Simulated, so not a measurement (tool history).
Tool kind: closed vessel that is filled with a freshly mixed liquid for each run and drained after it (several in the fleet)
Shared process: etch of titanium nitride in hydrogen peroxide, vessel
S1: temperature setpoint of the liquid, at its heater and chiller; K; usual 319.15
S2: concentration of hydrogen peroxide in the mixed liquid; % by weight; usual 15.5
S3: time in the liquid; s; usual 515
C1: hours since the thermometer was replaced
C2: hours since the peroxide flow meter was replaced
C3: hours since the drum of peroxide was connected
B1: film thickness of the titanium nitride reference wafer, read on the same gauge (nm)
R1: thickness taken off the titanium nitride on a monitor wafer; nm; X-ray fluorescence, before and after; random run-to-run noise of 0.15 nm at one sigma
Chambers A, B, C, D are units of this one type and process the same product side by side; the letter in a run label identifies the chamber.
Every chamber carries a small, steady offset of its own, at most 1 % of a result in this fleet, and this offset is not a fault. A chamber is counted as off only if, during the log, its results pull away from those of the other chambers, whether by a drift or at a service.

run,hour,S1,S2,S3,C1,C2,C3,B1,R1
1B,3.1,319.15,15.5,515,263.7,581.8,416.8,49.984,16.9090
2D,5.9,319.15,15.5,515,941.6,499.3,189.9,50.027,17.1220
3C,8.7,319.15,15.5,515,750.0,219.4,692.3,50.012,17.2030
4A,12.8,319.15,15.5,515,93.7,1100.9,1109.7,50.021,17.2380
5C,16.7,311.65,15.5,515,758.0,227.4,700.3,50.028,9.8033
6D,20.0,311.65,15.5,515,955.7,513.4,204.0,50.002,9.7738
7B,24.0,311.65,15.5,515,284.6,602.7,437.7,50.012,9.5671
8A,28.4,311.65,15.5,515,109.3,1116.5,1125.3,49.990,9.8840
9D,32.3,319.15,15.5,515,968.0,525.7,216.3,50.003,17.4400
10C,35.7,319.15,15.5,515,777.0,246.4,719.3,49.994,17.2540
11B,39.6,319.15,15.5,515,300.2,618.3,453.3,49.995,16.6220
12A,42.8,319.15,15.5,515,123.7,1130.9,1139.7,50.006,17.3900
13D,47.1,319.15,15.5,515,982.8,540.5,231.1,50.013,17.4290
14A,50.9,319.15,15.5,515,131.8,1139.0,1147.8,50.003,17.2790
15B,54.6,319.15,15.5,515,315.2,633.3,468.3,50.010,17.2040
16C,57.9,319.15,15.5,515,799.2,268.6,741.5,49.987,17.2140
17B,61.0,319.15,15.5,515,321.6,639.7,474.7,49.978,16.8490
18A,65.0,328.15,15.5,365,145.9,1153.1,1161.9,50.004,22.7790
19D,68.0,328.15,15.5,365,1003.7,561.4,252.0,50.013,23.6780
20C,71.3,328.15,15.5,365,812.6,282.0,754.9,50.008,23.6730
21D,75.1,328.15,15.5,365,1010.8,568.5,259.1,49.986,23.8590
22C,78.8,319.15,15.5,515,820.1,289.5,762.4,49.980,17.2940
23B,80.9,319.15,15.5,265,341.5,659.6,494.6,49.991,8.7378
24A,83.3,319.15,15.5,265,164.2,1171.4,1180.2,49.989,9.0357
25C,86.7,319.15,15.5,265,828.0,297.4,770.3,50.001,9.0279
26A,89.2,319.15,15.5,265,170.1,1177.3,1186.1,49.997,8.7764
27D,93.8,319.15,15.5,515,1029.5,587.2,277.8,50.000,18.1920
# hour 95.7: chamber C: new drum of peroxide connected
28B,97.2,319.15,15.5,515,357.8,675.9,510.9,50.004,16.9940
29A,100.8,319.15,12.0,770,181.7,1188.9,1197.7,49.998,24.0220
30C,103.0,319.15,12.0,770,844.3,313.7,7.3,50.005,24.0050
31B,106.8,319.15,12.0,770,367.4,685.5,520.5,49.994,24.1810
32D,109.3,319.15,12.0,770,1045.0,602.7,293.3,49.972,26.4660
33C,113.4,327.15,15.5,425,854.7,324.1,17.7,49.983,25.7020
34B,115.8,327.15,15.5,425,376.4,694.5,529.5,49.994,25.1210
35D,118.5,327.15,15.5,425,1054.2,611.9,302.5,50.013,27.3260
36A,121.2,327.15,15.5,425,202.1,1209.3,1218.1,50.026,25.1940
37B,123.6,311.65,15.5,515,384.2,702.3,537.3,50.035,9.6132
38D,126.8,311.65,15.5,515,1062.5,620.2,310.8,49.993,10.7750
39A,129.3,311.65,15.5,515,210.2,1217.4,1226.2,49.997,9.6490
40C,133.0,311.65,15.5,515,874.3,343.7,37.3,50.002,9.7013
41D,136.8,311.15,15.5,515,1072.5,630.2,320.8,50.017,10.2980
42B,141.3,311.15,15.5,515,401.9,720.0,555.0,50.016,9.0871

Next, every chamber runs the same settings. What will each give?
43A,144.6,319.15,15.5,785,,,,,?
43B,144.6,319.15,15.5,785,,,,,?
43C,144.6,319.15,15.5,785,,,,,?
43D,144.6,319.15,15.5,785,,,,,?

run,R1
43A,26.0420
43B,25.6420
43C,26.6420
43D,29.2190
